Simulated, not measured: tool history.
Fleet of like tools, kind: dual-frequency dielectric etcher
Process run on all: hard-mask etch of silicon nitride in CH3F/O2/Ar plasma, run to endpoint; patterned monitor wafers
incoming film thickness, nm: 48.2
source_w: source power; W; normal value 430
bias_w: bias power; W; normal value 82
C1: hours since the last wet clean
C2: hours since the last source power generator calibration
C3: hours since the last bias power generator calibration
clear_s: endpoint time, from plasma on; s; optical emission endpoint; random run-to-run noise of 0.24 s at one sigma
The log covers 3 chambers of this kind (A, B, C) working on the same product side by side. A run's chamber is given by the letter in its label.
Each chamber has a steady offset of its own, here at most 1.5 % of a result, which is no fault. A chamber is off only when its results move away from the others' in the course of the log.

Run 1B, hour 4.6: usual settings; C1 495; C2 758.3; C3 3875.1. Result: clear_s 65.606 s.
Run 2C, hour 8.2: usual settings; C1 191.9; C2 1632.6; C3 4675.7. Result: clear_s 64.294 s.
Run 3A, hour 12: usual settings; C1 255.9; C2 407.5; C3 427. Result: clear_s 65.059 s.
Run 4C, hour 14.9: usual settings; C1 198.6; C2 1639.3; C3 4682.4. Result: clear_s 64.073 s.
Run 5A, hour 20.2: usual settings; C1 264.1; C2 415.7; C3 435.2. Result: clear_s 64.658 s.
Run 6B, hour 24.1: usual settings; C1 514.5; C2 777.8; C3 3894.6. Result: clear_s 65.748 s.
Run 7A, hour 28.9: usual settings; C1 272.8; C2 424.4; C3 443.9. Result: clear_s 65.015 s.
Run 8B, hour 32.9: usual settings; C1 523.3; C2 786.6; C3 3903.4. Result: clear_s 65.287 s.
Run 9C, hour 38.9: usual settings; C1 222.6; C2 1663.3; C3 4706.4. Result: clear_s 64.41 s.
Run 10B, hour 44.5: usual settings; C1 534.9; C2 798.2; C3 3915. Result: clear_s 65.409 s.
Run 11A, hour 49.5: usual settings; C1 293.4; C2 445; C3 464.5. Result: clear_s 64.729 s.
Run 12C, hour 52.6: usual settings but bias_w 63 W; C1 236.3; C2 1677; C3 4720.1. Result: clear_s 70.357 s.
Run 13C, hour 57.1: usual settings but bias_w 63 W; C1 240.8; C2 1681.5; C3 4724.6. Result: clear_s 70.316 s.
Run 14A, hour 61.2: usual settings but bias_w 63 W; C1 305.1; C2 456.7; C3 476.2. Result: clear_s 71.016 s.
Run 15B, hour 65.1: usual settings but bias_w 99 W; C1 555.5; C2 818.8; C3 3935.6. Result: clear_s 61.608 s.
Run 16A, hour 69.2: usual settings but bias_w 99 W; C1 313.1; C2 464.7; C3 484.2. Result: clear_s 60.576 s.
Run 17C, hour 74.5: usual settings but bias_w 99 W; C1 258.2; C2 1698.9; C3 4742. Result: clear_s 60.63 s.
Run 18B, hour 77.5: usual settings; C1 567.9; C2 831.2; C3 3948. Result: clear_s 65.427 s.
Run 19B, hour 82.5: usual settings; C1 572.9; C2 836.2; C3 3953. Result: clear_s 65.894 s.
Run 20C, hour 86.7: usual settings; C1 270.4; C2 1711.1; C3 4754.2. Result: clear_s 65.457 s.
Run 21A, hour 91.9: usual settings; C1 335.8; C2 487.4; C3 506.9. Result: clear_s 64.672 s.
Run 22A, hour 97.2: usual settings; C1 341.1; C2 492.7; C3 512.2. Result: clear_s 64.414 s.
Run 23C, hour 102.5: usual settings; C1 286.2; C2 1726.9; C3 4770. Result: clear_s 65.589 s.
Run 24B, hour 105.5: usual settings; C1 595.9; C2 859.2; C3 3976. Result: clear_s 65.484 s.
Run 25A, hour 110.6: usual settings; C1 354.5; C2 506.1; C3 525.6. Result: clear_s 64.894 s.
Run 26C, hour 114.4: usual settings; C1 298.1; C2 1738.8; C3 4781.9. Result: clear_s 66.572 s.
Run 27B, hour 119: usual settings but source_w 360 W, bias_w 98 W; C1 609.4; C2 872.7; C3 3989.5. Result: clear_s 65.856 s.
Run 28C, hour 122.8: usual settings but source_w 360 W, bias_w 98 W; C1 306.5; C2 1747.2; C3 4790.3. Result: clear_s 67.084 s.
At hour 124.4: chamber B: wet clean of the chamber.
Run 29B, hour 128.5: usual settings but source_w 360 W, bias_w 98 W; C1 4.1; C2 882.2; C3 3999. Result: clear_s 65.753 s.
Run 30A, hour 134.1: usual settings; C1 378; C2 529.6; C3 549.1. Result: clear_s 64.792 s.
Run 31A, hour 137.3: usual settings but source_w 530 W, bias_w 63 W; C1 381.2; C2 532.8; C3 552.3. Result: clear_s 65.173 s.
Run 32B, hour 142.7: usual settings but source_w 530 W, bias_w 63 W; C1 18.3; C2 896.4; C3 4013.2. Result: clear_s 66.684 s.
Run 33C, hour 148.6: usual settings but source_w 530 W, bias_w 63 W; C1 332.3; C2 1773; C3 4816.1. Result: clear_s 68.614 s.
Run 34B, hour 153.2: usual settings but source_w 330 W; C1 28.8; C2 906.9; C3 4023.7. Result: clear_s 72.064 s.

For the next run the whole fleet of 3 chambers uses the same settings. Give each chamber's results:
Run 35A, hour 157.5: usual settings. Result: clear_s ?.
Run 35B, hour 157.5: usual settings. Result: clear_s ?.
Run 35C, hour 157.5: usual settings. Result: clear_s ?.

run  clear_s
35A   64.784
35B   65.238
35C   68.273
